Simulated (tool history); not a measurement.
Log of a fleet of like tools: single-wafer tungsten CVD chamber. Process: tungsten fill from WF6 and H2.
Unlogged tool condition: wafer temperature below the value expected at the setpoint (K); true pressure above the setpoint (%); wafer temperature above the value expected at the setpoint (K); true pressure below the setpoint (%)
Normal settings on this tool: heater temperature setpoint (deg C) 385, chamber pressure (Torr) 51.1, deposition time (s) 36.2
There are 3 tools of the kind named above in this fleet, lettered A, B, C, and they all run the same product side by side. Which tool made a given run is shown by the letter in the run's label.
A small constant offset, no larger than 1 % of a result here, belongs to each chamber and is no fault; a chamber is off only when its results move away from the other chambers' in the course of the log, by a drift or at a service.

run	hour	heater temperature setpoint (deg C)	chamber pressure (Torr)	deposition time (s)	hours since the last thermocouple change	hours since the last manometer calibration	read-back reference wafer on the same gauge, thickness_nm	mean film thickness on the monitor wafer (nm)
1A	10.2	385	51.1	36.2	195.8	2480.8	121.04	101.7
2B	18	385	51.1	36.2	596.5	265.8	121.01	101.99
3C	27.8	385	51.1	36.2	604.1	834.6	121.04	100.66
4B	33.8	385	51.1	36.2	612.3	281.6	121.02	102.08
5A	43.6	385	51.1	36.2	229.2	2514.2	120.96	101.73
6C	51.6	385	51.1	36.2	627.9	858.4	121	101.18
7A	59.3	385	51.1	36.2	244.9	2529.9	120.97	101.51
8B	67.3	385	51.1	36.2	645.8	315.1	120.96	102.11
9C	71.7	385	51.1	36.2	648	878.5	121.04	100.99
10B	81.1	385	51.1	36.2	659.6	328.9	121.02	102.27
11A	86.9	385	51.1	36.2	272.5	2557.5	120.95	101.91
12C	92.7	385	51.1	36.2	669	899.5	120.98	101.15
13A	100.8	385	51.1	36.2	286.4	2571.4	121.04	101.54
14C	106.7	385	51.1	36.2	683	913.5	120.97	101.03
15B	115.5	385	51.1	36.2	694	363.3	121.03	102.29
16B	120.7	392	58.2	36.2	699.2	368.5	121	124.96
17C	126	392	58.2	36.2	702.3	932.8	121.03	121.98
18A	135.9	392	58.2	36.2	321.5	2606.5	121.06	123.43
19C	146	385	51.1	36.2	722.3	952.8	121.02	100.93
20A	151.5	399	54.9	36.2	337.1	2622.1	121.01	136.49
21B	159	399	54.9	36.2	737.5	406.8	121.04	137.73
22A	166.1	399	54.9	36.2	351.7	2636.7	120.97	136.77
23B	174.9	385	51.1	36.2	753.4	422.7	120.97	101.88
24C	183.8	385	51.1	36.2	760.1	990.6	120.96	101
25B	190.9	385	51.1	36.2	769.4	438.7	120.99	101.84
26A	196.3	385	51.1	36.2	381.9	2666.9	120.95	101.63
27C	202	385	51.1	36.2	778.3	1008.8	121.04	100.84
28A	207.8	385	51.1	36.2	393.4	2678.4	121.03	101.3
29B	217.1	385	56.5	32.4	795.6	464.9	120.99	95.492
30C	222.4	385	56.5	32.4	798.7	1029.2	121	94.255
31A	228.7	385	56.5	32.4	414.3	2699.3	120.95	95.177
32C	238	385	51.1	36.2	814.3	1044.8	120.99	100.45
33B	244.6	385	51.1	36.2	823.1	492.4	121.05	101.81
34A	253.1	385	51.1	40.9	438.7	2723.7	120.97	114.68
35C	263.1	385	51.1	40.9	839.4	1069.9	120.92	113.96
36B	270.8	385	51.1	40.9	849.3	518.6	121.08	115.52

What goes on in this fleet: one chamber off, a drifting gauge, or nothing beyond the chambers' own small offsets? Name the chamber and the cause, if any.

Neither any chamber nor the gauge drifts; the chambers differ only by their own small, steady offsets.
